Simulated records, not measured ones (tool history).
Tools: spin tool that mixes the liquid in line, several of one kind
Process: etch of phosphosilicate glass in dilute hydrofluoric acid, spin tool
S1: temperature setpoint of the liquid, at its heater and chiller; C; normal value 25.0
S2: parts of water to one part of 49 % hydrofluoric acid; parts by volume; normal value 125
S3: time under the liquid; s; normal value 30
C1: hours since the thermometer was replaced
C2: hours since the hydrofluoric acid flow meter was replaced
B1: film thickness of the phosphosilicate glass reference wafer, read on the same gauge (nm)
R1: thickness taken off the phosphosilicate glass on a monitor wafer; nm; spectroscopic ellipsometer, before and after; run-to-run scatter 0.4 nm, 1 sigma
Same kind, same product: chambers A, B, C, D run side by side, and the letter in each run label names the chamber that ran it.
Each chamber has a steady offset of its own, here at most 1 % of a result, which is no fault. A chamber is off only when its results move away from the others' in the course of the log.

run 1B hour=3.9 | S1=25.0 S2=125 S3=30 | C1=557.7 C2=682.8 | B1=60.002 | R1=41.039
run 2D hour=7.2 | S1=25.0 S2=125 S3=30 | C1=818.8 C2=963.1 | B1=60.008 | R1=40.746
run 3C hour=10.4 | S1=25.0 S2=125 S3=30 | C1=224.4 C2=1853.7 | B1=60.020 | R1=41.394
run 4A hour=13.5 | S1=25.0 S2=125 S3=30 | C1=1064.5 C2=482.0 | B1=60.005 | R1=41.530
run 5A hour=16.5 | S1=25.0 S2=75 S3=30 | C1=1067.5 C2=485.0 | B1=59.989 | R1=71.799
run 6D hour=20.4 | S1=25.0 S2=75 S3=30 | C1=832.0 C2=976.3 | B1=60.006 | R1=73.246
run 7B hour=23.2 | S1=25.0 S2=75 S3=30 | C1=577.0 C2=702.1 | B1=60.006 | R1=72.400
run 8C hour=26.3 | S1=25.0 S2=75 S3=30 | C1=240.3 C2=1869.6 | B1=59.979 | R1=73.881
run 9A hour=30.2 | S1=27.0 S2=90 S3=30 | C1=1081.2 C2=498.7 | B1=60.003 | R1=63.703
run 10C hour=34.4 | S1=27.0 S2=90 S3=30 | C1=248.4 C2=1877.7 | B1=59.995 | R1=65.494
run 11D hour=38.6 | S1=27.0 S2=90 S3=30 | C1=850.2 C2=994.5 | B1=59.985 | R1=64.848
run 12B hour=42.9 | S1=27.0 S2=90 S3=30 | C1=596.7 C2=721.8 | B1=60.005 | R1=66.625
run 13C hour=47.1 | S1=25.0 S2=125 S3=30 | C1=261.1 C2=1890.4 | B1=60.023 | R1=41.338
run 14D hour=49.3 | S1=25.0 S2=125 S3=30 | C1=860.9 C2=1005.2 | B1=60.006 | R1=41.586
run 15A hour=52.5 | S1=25.0 S2=125 S3=30 | C1=1103.5 C2=521.0 | B1=60.007 | R1=40.911
run 16B hour=56.7 | S1=25.0 S2=125 S3=30 | C1=610.5 C2=735.6 | B1=60.006 | R1=42.761
run 17B hour=59.8 | S1=25.0 S2=155 S3=45 | C1=613.6 C2=738.7 | B1=59.984 | R1=50.673
run 18D hour=63.9 | S1=25.0 S2=155 S3=45 | C1=875.5 C2=1019.8 | B1=60.006 | R1=47.567
run 19C hour=67.6 | S1=25.0 S2=155 S3=45 | C1=281.6 C2=1910.9 | B1=59.982 | R1=47.806
run 20A hour=70.0 | S1=25.0 S2=155 S3=45 | C1=1121.0 C2=538.5 | B1=60.027 | R1=47.602
run 21D hour=74.2 | S1=27.5 S2=125 S3=30 | C1=885.8 C2=1030.1 | B1=59.991 | R1=44.905
run 22B hour=77.3 | S1=27.5 S2=125 S3=30 | C1=631.1 C2=756.2 | B1=59.995 | R1=48.434
run 23C hour=80.3 | S1=27.5 S2=125 S3=30 | C1=294.3 C2=1923.6 | B1=60.018 | R1=46.000
run 24A hour=84.0 | S1=27.5 S2=125 S3=30 | C1=1135.0 C2=552.5 | B1=59.978 | R1=45.316
run 25C hour=86.3 | S1=25.0 S2=125 S3=30 | C1=300.3 C2=1929.6 | B1=60.004 | R1=40.882
run 26B hour=88.4 | S1=25.0 S2=125 S3=30 | C1=642.2 C2=767.3 | B1=59.988 | R1=44.578
run 27A hour=90.3 | S1=25.0 S2=125 S3=30 | C1=1141.3 C2=558.8 | B1=60.003 | R1=41.056
run 28D hour=92.7 | S1=25.0 S2=125 S3=30 | C1=904.3 C2=1048.6 | B1=59.991 | R1=41.125
run 29A hour=96.8 | S1=25.0 S2=125 S3=30 | C1=1147.8 C2=565.3 | B1=59.992 | R1=40.652
run 30C hour=99.8 | S1=25.0 S2=125 S3=30 | C1=313.8 C2=1943.1 | B1=60.002 | R1=40.963
run 31B hour=102.5 | S1=25.0 S2=125 S3=30 | C1=656.3 C2=781.4 | B1=60.007 | R1=45.203

The same settings go to every chamber for the next run, one line per chamber below. Forecast the results for each:
run 32A hour=105.6 | S1=25.0 S2=125 S3=30 | R1=?
run 32B hour=105.6 | S1=25.0 S2=125 S3=30 | R1=?
run 32C hour=105.6 | S1=25.0 S2=125 S3=30 | R1=?
run 32D hour=105.6 | S1=25.0 S2=125 S3=30 | R1=?

run=32A R1=40.724
run=32B R1=45.228
run=32C R1=40.746
run=32D R1=41.377

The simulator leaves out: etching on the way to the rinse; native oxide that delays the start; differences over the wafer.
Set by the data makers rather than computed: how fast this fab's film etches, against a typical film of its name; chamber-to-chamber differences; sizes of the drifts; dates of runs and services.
